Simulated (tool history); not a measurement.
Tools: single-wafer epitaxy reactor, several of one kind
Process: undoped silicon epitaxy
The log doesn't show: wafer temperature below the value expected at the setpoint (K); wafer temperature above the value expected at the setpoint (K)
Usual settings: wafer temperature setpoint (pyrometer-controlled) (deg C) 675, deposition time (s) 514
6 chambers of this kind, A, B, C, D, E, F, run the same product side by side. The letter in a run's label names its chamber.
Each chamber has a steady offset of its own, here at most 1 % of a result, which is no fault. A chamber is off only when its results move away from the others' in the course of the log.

run   hour  wafer temperature setpoint (pyrometer-controlled) (deg C)  deposition time (s)  hours since the last pyrometer calibration  read-back reference wafer on the same gauge, thickness_nm  mean film thickness on the monitor wafer (nm)
 1D   14.1                                                        675                  514                                       351.3                                                     156.87                                         146.48
 2E   24.0                                                        675                  514                                       730.6                                                     157.08                                         145.70
 3F   38.5                                                        675                  514                                       869.8                                                     156.87                                         147.36
 4B   47.6                                                        675                  514                                       665.5                                                     156.95                                         146.95
 5C   61.8                                                        685                  472                                      2427.0                                                     157.04                                         165.63
 6A   73.2                                                        685                  472                                       353.1                                                     157.06                                         165.90
 7D   83.9                                                        685                  472                                       421.1                                                     156.97                                         165.95
 8F   92.2                                                        685                  472                                       923.5                                                     156.86                                         166.24
 9A  102.7                                                        685                  472                                       382.6                                                     157.05                                         165.21
10B  111.2                                                        685                  472                                       729.1                                                     156.96                                         164.80
11E  122.8                                                        675                  514                                       829.4                                                     157.07                                         146.21
     125.4  -- chamber C: pyrometer calibrated
12C  131.0                                                        675                  514                                         5.7                                                     156.91                                         152.69
13C  139.9                                                        675                  442                                        14.6                                                     156.93                                         130.81
14A  153.2                                                        675                  442                                       433.1                                                     157.07                                         127.73
15F  167.9                                                        675                  442                                       999.2                                                     157.20                                         127.54
16D  180.2                                                        675                  442                                       517.4                                                     157.25                                         127.21
17B  187.7                                                        675                  442                                       805.6                                                     156.92                                         127.04
18E  195.9                                                        675                  442                                       902.5                                                     157.08                                         125.74
19F  208.8                                                        675                  514                                      1040.1                                                     157.15                                         148.49
20E  215.4                                                        675                  514                                       922.0                                                     156.93                                         145.92
21C  222.9                                                        675                  514                                        97.6                                                     156.85                                         152.02
22D  235.8                                                        675                  514                                       573.0                                                     156.94                                         147.30
23B  248.9                                                        675                  514                                       866.8                                                     156.96                                         146.87
24A  255.5                                                        675                  480                                       535.4                                                     156.95                                         138.35
25E  270.3                                                        675                  480                                       976.9                                                     157.07                                         136.69
26D  279.9                                                        675                  480                                       617.1                                                     157.14                                         137.25
27B  288.5                                                        675                  480                                       906.4                                                     157.02                                         137.34
28F  302.0                                                        675                  480                                      1133.3                                                     157.05                                         137.85
29C  313.7                                                        675                  480                                       188.4                                                     157.15                                         141.54
30A  325.0                                                        675                  514                                       604.9                                                     157.02                                         146.69
31D  338.2                                                        675                  574                                       675.4                                                     157.08                                         165.06
     344.2  -- chamber F: pyrometer calibrated
32C  349.0                                                        675                  574                                       223.7                                                     157.04                                         169.14
33B  355.9                                                        675                  574                                       973.8                                                     156.99                                         165.12
34F  370.6                                                        675                  574                                        26.4                                                     157.05                                         165.13
35E  382.2                                                        675                  574                                      1088.8                                                     157.04                                         163.30
36A  394.8                                                        675                  574                                       674.7                                                     156.93                                         164.17
37E  407.6                                                        675                  514                                      1114.2                                                     156.88                                         146.32

All 6 chambers run these settings next. Forecast each chamber's results:
38A  418.6                                                        675                  547                                                                                                                                                     ?
38B  418.6                                                        675                  547                                                                                                                                                     ?
38C  418.6                                                        675                  547                                                                                                                                                     ?
38D  418.6                                                        675                  547                                                                                                                                                     ?
38E  418.6                                                        675                  547                                                                                                                                                     ?
38F  418.6                                                        675                  547                                                                                                                                                     ?

run  mean film thickness on the monitor wafer (nm)
38A                                         156.72
38B                                         155.82
38C                                         161.68
38D                                         156.96
38E                                         154.00
38F                                         157.60

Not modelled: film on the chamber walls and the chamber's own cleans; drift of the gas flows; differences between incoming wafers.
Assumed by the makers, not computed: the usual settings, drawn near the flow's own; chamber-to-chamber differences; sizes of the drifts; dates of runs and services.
